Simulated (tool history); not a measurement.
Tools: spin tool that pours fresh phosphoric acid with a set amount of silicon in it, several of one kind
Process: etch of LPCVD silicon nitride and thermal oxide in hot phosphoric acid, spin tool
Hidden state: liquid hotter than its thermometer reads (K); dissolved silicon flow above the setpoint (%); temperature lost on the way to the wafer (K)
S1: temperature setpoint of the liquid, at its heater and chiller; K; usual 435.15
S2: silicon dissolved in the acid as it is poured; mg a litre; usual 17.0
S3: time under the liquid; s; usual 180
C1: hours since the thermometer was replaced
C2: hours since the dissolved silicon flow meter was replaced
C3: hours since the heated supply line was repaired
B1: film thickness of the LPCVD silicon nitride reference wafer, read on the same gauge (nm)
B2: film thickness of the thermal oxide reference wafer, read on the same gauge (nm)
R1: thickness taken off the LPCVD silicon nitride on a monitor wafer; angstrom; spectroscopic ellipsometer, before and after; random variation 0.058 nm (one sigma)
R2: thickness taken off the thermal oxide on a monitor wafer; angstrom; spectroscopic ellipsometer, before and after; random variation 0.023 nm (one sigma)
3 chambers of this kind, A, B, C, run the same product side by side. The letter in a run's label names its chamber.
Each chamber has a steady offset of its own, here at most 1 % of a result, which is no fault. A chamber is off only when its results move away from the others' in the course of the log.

| run | hour | S1 | S2 | S3 | C1 | C2 | C3 | B1 | B2 | R1 | R2 |
|---|---|---|---|---|---|---|---|---|---|---|---|
| 1C | 3.3 | 435.15 | 17.0 | 180 | 2553.8 | 250.4 | 899.4 | 140.02 | 40.018 | 167.310 | 4.1725 |
| 2A | 8.3 | 435.15 | 17.0 | 180 | 491.9 | 220.2 | 263.6 | 140.00 | 39.961 | 167.440 | 3.7927 |
| 3B | 12.5 | 435.15 | 17.0 | 180 | 44.7 | 53.8 | 2158.5 | 140.02 | 40.021 | 165.000 | 4.1412 |
| 4B | 16.1 | 435.15 | 17.0 | 180 | 48.3 | 57.4 | 2162.1 | 140.00 | 40.027 | 165.670 | 4.0007 |
| 5A | 18.6 | 435.15 | 17.0 | 180 | 502.2 | 230.5 | 273.9 | 140.04 | 40.025 | 167.030 | 3.4992 |
| 6C | 22.3 | 435.15 | 17.0 | 180 | 2572.8 | 269.4 | 918.4 | 140.06 | 40.029 | 167.370 | 4.3220 |
| 7A | 25.5 | 435.15 | 17.0 | 180 | 509.1 | 237.4 | 280.8 | 140.05 | 39.988 | 168.230 | 4.0469 |
| 8C | 29.2 | 435.15 | 17.0 | 180 | 2579.7 | 276.3 | 925.3 | 139.97 | 40.036 | 167.150 | 4.4044 |
| 9B | 32.1 | 435.15 | 17.0 | 180 | 64.3 | 73.4 | 2178.1 | 139.95 | 39.968 | 164.670 | 3.7886 |
| 10A | 35.9 | 435.15 | 17.0 | 180 | 519.5 | 247.8 | 291.2 | 140.01 | 39.999 | 167.440 | 3.9287 |
| 11B | 38.6 | 435.15 | 6.5 | 100 | 70.8 | 79.9 | 2184.6 | 140.01 | 39.968 | 91.500 | 2.9133 |
| 12C | 42.8 | 435.15 | 6.5 | 100 | 2593.3 | 289.9 | 938.9 | 140.04 | 39.992 | 93.354 | 2.7945 |
| 13C | 45.8 | 435.15 | 6.5 | 100 | 2596.3 | 292.9 | 941.9 | 139.98 | 39.989 | 92.196 | 2.7750 |
| 14A | 49.8 | 435.15 | 17.0 | 180 | 533.4 | 261.7 | 305.1 | 139.99 | 40.020 | 167.620 | 3.7914 |
| 15B | 53.6 | 435.15 | 17.0 | 180 | 85.8 | 94.9 | 2199.6 | 139.97 | 40.014 | 164.870 | 4.0634 |
| 16C | 57.9 | 435.15 | 17.0 | 180 | 2608.4 | 305.0 | 954.0 | 140.00 | 39.992 | 168.550 | 3.6375 |
| 17A | 62.6 | 435.15 | 17.0 | 180 | 546.2 | 274.5 | 317.9 | 139.97 | 40.023 | 167.150 | 4.2581 |
| 18B | 67.6 | 435.15 | 17.0 | 180 | 99.8 | 108.9 | 2213.6 | 139.99 | 39.953 | 165.820 | 3.8538 |
| 19B | 71.7 | 435.15 | 17.0 | 180 | 103.9 | 113.0 | 2217.7 | 139.93 | 39.975 | 165.190 | 4.1602 |
| 20A | 74.5 | 435.15 | 17.0 | 180 | 558.1 | 286.4 | 329.8 | 139.97 | 39.963 | 167.510 | 3.9782 |
| 21C | 76.7 | 433.15 | 17.0 | 280 | 2627.2 | 323.8 | 972.8 | 140.02 | 40.025 | 244.050 | 5.2417 |
| 22A | 81.7 | 433.15 | 17.0 | 280 | 565.3 | 293.6 | 337.0 | 140.02 | 40.010 | 243.490 | 5.2946 |
| 23C | 86.8 | 433.15 | 17.0 | 280 | 2637.3 | 333.9 | 982.9 | 139.96 | 39.989 | 244.170 | 4.8549 |
| 24B | 90.6 | 435.15 | 17.0 | 180 | 122.8 | 131.9 | 2236.6 | 139.97 | 40.011 | 165.390 | 3.9249 |
| 25C | 93.0 | 435.15 | 17.0 | 180 | 2643.5 | 340.1 | 989.1 | 139.95 | 40.020 | 166.750 | 3.4931 |
| 26B | 95.7 | 435.15 | 17.0 | 180 | 127.9 | 137.0 | 2241.7 | 139.99 | 40.025 | 166.560 | 4.0590 |
| 27A | 98.4 | 435.15 | 17.0 | 180 | 582.0 | 310.3 | 353.7 | 140.05 | 40.003 | 167.310 | 3.8101 |
| 28A | 101.1 | 435.15 | 17.0 | 180 | 584.7 | 313.0 | 356.4 | 139.99 | 39.978 | 167.550 | 4.2337 |
| 29C | 103.5 | 435.15 | 17.0 | 180 | 2654.0 | 350.6 | 999.6 | 139.97 | 40.020 | 166.750 | 3.5796 |
| 30B | 106.7 | 435.15 | 17.0 | 180 | 138.9 | 148.0 | 2252.7 | 140.03 | 40.001 | 166.090 | 4.0839 |
| 31B | 111.1 | 435.15 | 17.0 | 180 | 143.3 | 152.4 | 2257.1 | 139.98 | 39.985 | 164.470 | 4.2770 |
| 32A | 116.1 | 435.15 | 17.0 | 180 | 599.7 | 328.0 | 371.4 | 139.94 | 40.043 | 167.960 | 4.4016 |
| 33C | 120.4 | 435.15 | 17.0 | 180 | 2670.9 | 367.5 | 1016.5 | 140.04 | 39.989 | 167.800 | 3.5267 |
| 34C | 124.5 | 435.15 | 17.0 | 180 | 2675.0 | 371.6 | 1020.6 | 139.97 | 40.015 | 166.750 | 4.1114 |
| 35B | 128.9 | 435.15 | 17.0 | 180 | 161.1 | 170.2 | 2274.9 | 139.95 | 39.995 | 165.210 | 4.2102 |
| 36A | 133.4 | 435.15 | 17.0 | 180 | 617.0 | 345.3 | 388.7 | 140.02 | 39.994 | 167.600 | 3.8343 |
| 37A | 138.1 | 435.15 | 17.0 | 180 | 621.7 | 350.0 | 393.4 | 139.97 | 39.998 | 167.250 | 4.0215 |
| 38B | 142.1 | 435.15 | 17.0 | 180 | 174.3 | 183.4 | 2288.1 | 139.98 | 39.967 | 164.800 | 3.8152 |
| 39C | 147.0 | 435.15 | 17.0 | 180 | 2697.5 | 394.1 | 1043.1 | 140.02 | 40.019 | 166.590 | 3.6221 |
| 40C | 151.2 | 435.15 | 17.0 | 180 | 2701.7 | 398.3 | 1047.3 | 140.04 | 40.024 | 166.970 | 3.9600 |
| 41B | 155.9 | 435.15 | 9.5 | 220 | 188.1 | 197.2 | 2301.9 | 140.03 | 40.020 | 203.300 | 5.9909 |

All 3 chambers run these settings next. Forecast each chamber's results:
| 42A | 159.6 | 435.15 | 17.0 | 180 |  |  |  |  |  | ? | ? |
| 42B | 159.6 | 435.15 | 17.0 | 180 |  |  |  |  |  | ? | ? |
| 42C | 159.6 | 435.15 | 17.0 | 180 |  |  |  |  |  | ? | ? |

| run | R1 | R2 |
|---|---|---|
| 42A | 167.340 | 4.0720 |
| 42B | 166.070 | 3.7460 |
| 42C | 167.790 | 3.9572 |

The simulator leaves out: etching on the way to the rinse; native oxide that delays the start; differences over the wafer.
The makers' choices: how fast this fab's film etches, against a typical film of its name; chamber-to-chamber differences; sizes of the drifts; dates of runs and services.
